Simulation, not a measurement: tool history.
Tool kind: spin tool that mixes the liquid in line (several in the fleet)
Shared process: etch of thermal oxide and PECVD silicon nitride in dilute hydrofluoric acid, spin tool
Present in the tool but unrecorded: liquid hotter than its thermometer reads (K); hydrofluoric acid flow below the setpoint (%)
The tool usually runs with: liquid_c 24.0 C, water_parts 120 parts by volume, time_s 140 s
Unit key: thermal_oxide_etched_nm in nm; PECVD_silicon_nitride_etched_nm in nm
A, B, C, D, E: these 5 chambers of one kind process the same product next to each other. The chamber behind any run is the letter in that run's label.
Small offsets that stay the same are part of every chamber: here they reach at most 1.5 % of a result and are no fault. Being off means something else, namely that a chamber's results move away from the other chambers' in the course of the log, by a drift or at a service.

run	hour	liquid_c	water_parts	time_s	hours since the thermometer was replaced	hours since the hydrofluoric acid flow meter was replaced	read-back film thickness of the thermal oxide reference wafer, read on the same gauge (nm)	read-back film thickness of the PECVD silicon nitride reference wafer, read on the same gauge (nm)	thermal_oxide_etched_nm	PECVD_silicon_nitride_etched_nm
1D	7.0	24.0	120	140	1127.6	66.4	49.978	90.032	5.4786	5.3704
2C	14.4	24.0	120	140	2028.4	22.2	49.962	89.987	5.4651	5.5114
3B	23.1	24.0	120	140	1726.2	759.6	50.005	90.018	5.5161	5.4364
4A	28.7	24.0	120	140	340.3	613.2	50.028	89.993	5.5369	5.4440
5E	33.4	24.0	120	140	1460.6	1123.3	50.003	90.012	5.4380	5.4142
6E	40.5	24.0	120	140	1467.7	1130.4	50.009	90.009	5.4590	5.4017
7A	49.3	24.0	120	140	360.9	633.8	50.008	90.008	5.5348	5.4950
8C	58.6	24.0	155	165	2072.6	66.4	50.003	89.976	4.8258	5.1059
9D	64.3	24.0	155	165	1184.9	123.7	50.012	90.004	4.7860	5.0108
10B	70.4	24.0	155	165	1773.5	806.9	49.989	89.965	4.8214	4.9565
11C	79.3	24.0	155	165	2093.3	87.1	50.003	90.012	4.8198	5.1244
# hour 81.0: chamber B: thermometer replaced
12A	83.9	24.0	155	165	395.5	668.4	50.027	90.024	4.8726	4.9564
13B	90.0	24.0	120	140	9.0	826.5	49.985	89.979	5.5183	5.4047
14E	94.5	25.5	120	140	1521.7	1184.4	50.001	90.000	5.7790	6.0794
15D	101.8	25.5	120	140	1222.4	161.2	49.997	90.011	5.7840	6.0606
16C	106.9	25.5	120	140	2120.9	114.7	49.998	90.018	5.8124	6.0570
17D	116.3	25.5	120	140	1236.9	175.7	50.056	89.999	5.8198	5.9925
18E	126.5	25.5	120	140	1553.7	1216.4	49.952	89.980	5.7465	5.9917
19B	133.7	24.0	120	140	52.7	870.2	50.009	89.978	5.5474	5.3995
20A	139.8	24.0	120	140	451.4	724.3	49.957	89.979	5.5118	5.4288
21D	146.5	24.0	120	140	1267.1	205.9	50.040	90.002	5.5035	5.3995
22B	152.7	24.0	90	140	71.7	889.2	50.000	89.975	7.5884	7.2102
23A	163.1	24.0	90	140	474.7	747.6	49.978	89.999	7.6500	7.2222
24C	168.1	24.0	90	140	2182.1	175.9	49.978	90.045	7.5159	7.3521
25E	175.2	24.0	90	140	1602.4	1265.1	50.007	89.995	7.4880	7.1686
26E	182.0	24.0	90	140	1609.2	1271.9	50.031	90.025	7.5064	7.0611
# hour 187.5: chamber E: thermometer replaced
27D	191.8	24.0	120	140	1312.4	251.2	50.003	90.021	5.4532	5.3946
28A	197.1	24.0	120	140	508.7	781.6	50.008	90.007	5.5487	5.3795
29C	206.6	24.0	120	140	2220.6	214.4	50.006	90.001	5.4758	5.5432
30B	216.9	24.0	170	140	135.9	953.4	50.001	89.962	3.6838	3.8871
# hour 221.5: chamber C: thermometer replaced
31C	225.9	24.0	170	140	4.4	233.7	50.019	90.022	3.6703	3.8823
32E	232.5	24.0	170	140	45.0	1322.4	49.960	90.017	3.6709	3.8427
33B	238.7	24.0	170	140	157.7	975.2	50.008	90.004	3.6782	3.8506
34A	248.3	24.0	170	140	559.9	832.8	50.012	90.018	3.6604	3.8152

Which is it: a chamber that has drifted or been left off by a service, a gauge drift common to all chambers, or only each chamber's usual small offset? If a chamber is off, name it and its likeliest cause.

No chamber stands off beyond its own small offset, and the gauge holds steady.
